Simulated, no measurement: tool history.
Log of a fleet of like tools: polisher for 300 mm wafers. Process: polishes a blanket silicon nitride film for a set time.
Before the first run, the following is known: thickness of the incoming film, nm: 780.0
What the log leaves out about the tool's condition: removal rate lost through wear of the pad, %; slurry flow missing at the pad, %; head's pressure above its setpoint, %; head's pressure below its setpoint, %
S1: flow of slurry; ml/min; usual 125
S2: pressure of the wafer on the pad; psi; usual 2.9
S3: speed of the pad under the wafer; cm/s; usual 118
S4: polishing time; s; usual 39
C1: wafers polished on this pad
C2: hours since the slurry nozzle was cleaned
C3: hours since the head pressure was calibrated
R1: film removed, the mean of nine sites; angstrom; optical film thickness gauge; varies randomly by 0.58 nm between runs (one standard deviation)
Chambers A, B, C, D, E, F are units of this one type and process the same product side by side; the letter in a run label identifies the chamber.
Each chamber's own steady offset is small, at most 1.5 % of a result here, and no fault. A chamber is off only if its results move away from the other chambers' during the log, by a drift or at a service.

| run | hour | S1 | S2 | S3 | S4 | C1 | C2 | C3 | R1 |
|---|---|---|---|---|---|---|---|---|---|
|  | 6.6 | chamber A: worn pad replaced by a new one |
| 1C | 14.1 | 125 | 2.9 | 118 | 39 | 219 | 334.9 | 385.3 | 532.23 |
| 2F | 20.6 | 125 | 2.9 | 118 | 39 | 1448 | 27.3 | 215.7 | 544.04 |
|  | 24 | chamber F: worn pad replaced by a new one |
| 3A | 29.1 | 125 | 2.9 | 118 | 39 | 241 | 360.8 | 91 | 540.55 |
| 4B | 38.9 | 125 | 2.9 | 118 | 39 | 648 | 566.9 | 42.1 | 546.01 |
|  | 44.3 | chamber A: slurry nozzle cleaned |
| 5D | 48.1 | 125 | 2.9 | 118 | 39 | 921 | 167 | 161.9 | 532.16 |
|  | 53.3 | chamber E: worn pad replaced by a new one |
| 6E | 61.5 | 125 | 2.9 | 118 | 39 | 88 | 204.1 | 442.2 | 534.31 |
| 7B | 72.8 | 150 | 2.9 | 118 | 39 | 1012 | 600.8 | 76 | 550.96 |
|  | 73.3 | chamber C: slurry nozzle cleaned |
|  | 75.1 | chamber B: worn pad replaced by a new one |
| 8A | 82 | 150 | 2.9 | 118 | 39 | 808 | 37.8 | 143.9 | 557.14 |
| 9E | 94.4 | 150 | 2.9 | 118 | 39 | 441 | 237 | 475.1 | 545.03 |
| 10D | 101.8 | 150 | 2.9 | 118 | 39 | 1497 | 220.7 | 215.6 | 542.94 |
| 11C | 110.6 | 150 | 2.9 | 118 | 39 | 1254 | 37.4 | 481.8 | 557.98 |
|  | 110.7 | chamber B: slurry nozzle cleaned |
|  | 118.9 | chamber A: worn pad replaced by a new one |
| 12F | 121.6 | 150 | 2.9 | 118 | 39 | 1046 | 128.3 | 316.7 | 560.34 |
|  | 127 | chamber E: slurry nozzle cleaned |
|  | 130.9 | chamber C: worn pad replaced by a new one |
| 13F | 135.1 | 125 | 2.9 | 118 | 39 | 1191 | 141.8 | 330.2 | 535.2 |
|  | 139.1 | chamber D: slurry nozzle cleaned |
| 14D | 144.1 | 125 | 2.9 | 118 | 39 | 1950 | 5.1 | 257.9 | 531.75 |
| 15C | 157.6 | 125 | 2.9 | 118 | 39 | 286 | 84.4 | 528.8 | 523.44 |
|  | 161.3 | chamber B: worn pad replaced by a new one |
|  | 165.2 | chamber F: worn pad replaced by a new one |
| 16B | 167.3 | 125 | 2.9 | 118 | 39 | 64 | 56.6 | 170.5 | 535.31 |
|  | 172.5 | chamber E: worn pad replaced by a new one |
| 17E | 178.8 | 125 | 2.9 | 118 | 39 | 68 | 51.9 | 559.5 | 532.35 |
| 18A | 186.7 | 125 | 2.9 | 118 | 39 | 727 | 142.5 | 248.6 | 544.49 |
| 19C | 199.3 | 125 | 2.9 | 118 | 39 | 733 | 126.1 | 570.5 | 537.58 |
| 20D | 208.7 | 125 | 2.9 | 118 | 39 | 2643 | 69.7 | 322.5 | 523.7 |
| 21A | 222.9 | 125 | 2.9 | 118 | 39 | 1115 | 178.7 | 284.8 | 532.43 |
| 22F | 232.2 | 125 | 2.9 | 134 | 32 | 718 | 238.9 | 427.3 | 486.83 |
|  | 240.7 | chamber A: worn pad replaced by a new one |
| 23B | 242.6 | 125 | 2.9 | 134 | 32 | 872 | 131.9 | 245.8 | 484.09 |
|  | 246 | chamber B: worn pad replaced by a new one |
| 24E | 251.2 | 125 | 2.9 | 134 | 32 | 844 | 124.3 | 631.9 | 478.76 |
| 25E | 261.7 | 125 | 2.9 | 134 | 32 | 957 | 134.8 | 642.4 | 489.75 |
| 26C | 269.9 | 125 | 2.9 | 134 | 32 | 1490 | 196.7 | 641.1 | 492.74 |
|  | 273.7 | chamber C: worn pad replaced by a new one |
| 27F | 283.6 | 125 | 2.9 | 134 | 32 | 1269 | 290.3 | 478.7 | 494.61 |
| 28A | 292.4 | 125 | 2.9 | 118 | 39 | 554 | 248.2 | 354.3 | 517.95 |
| 29B | 300 | 125 | 2.9 | 118 | 39 | 578 | 189.3 | 303.2 | 533.22 |
|  | 308.3 | chamber F: worn pad replaced by a new one |
|  | 309 | chamber F: slurry nozzle cleaned |
|  | 309.1 | chamber E: worn pad replaced by a new one |
| 30D | 313.1 | 125 | 2.6 | 118 | 51 | 3762 | 174.1 | 426.9 | 587.14 |
| 31F | 326 | 125 | 2.6 | 118 | 51 | 190 | 17 | 521.1 | 634.51 |
| 32A | 338 | 125 | 2.6 | 118 | 51 | 1043 | 293.8 | 399.9 | 613.3 |
|  | 340.4 | chamber C: head pressure recalibrated |
|  | 345.8 | chamber B: worn pad replaced by a new one |
| 33C | 347.9 | 125 | 2.6 | 118 | 51 | 796 | 274.7 | 7.6 | 628.93 |
| 34E | 361.2 | 125 | 2.6 | 118 | 51 | 558 | 234.3 | 741.9 | 632.47 |
| 35D | 370.2 | 125 | 2.6 | 118 | 51 | 4374 | 231.2 | 484 | 569.77 |
| 36B | 380.2 | 125 | 2.9 | 118 | 39 | 369 | 269.5 | 383.4 | 534.06 |
| 37D | 393.8 | 125 | 2.9 | 118 | 39 | 4627 | 254.8 | 507.6 | 483.65 |

Each of the 6 chambers runs these same settings next. Fill in every chamber's results:
| 38A | 404 | 125 | 2.9 | 118 | 39 |  |  |  | ? |
| 38B | 404 | 125 | 2.9 | 118 | 39 |  |  |  | ? |
| 38C | 404 | 125 | 2.9 | 118 | 39 |  |  |  | ? |
| 38D | 404 | 125 | 2.9 | 118 | 39 |  |  |  | ? |
| 38E | 404 | 125 | 2.9 | 118 | 39 |  |  |  | ? |
| 38F | 404 | 125 | 2.9 | 118 | 39 |  |  |  | ? |

| run | R1 |
|---|---|
| 38A | 540.25 |
| 38B | 545.61 |
| 38C | 539.5 |
| 38D | 480.07 |
| 38E | 539.84 |
| 38F | 538.17 |
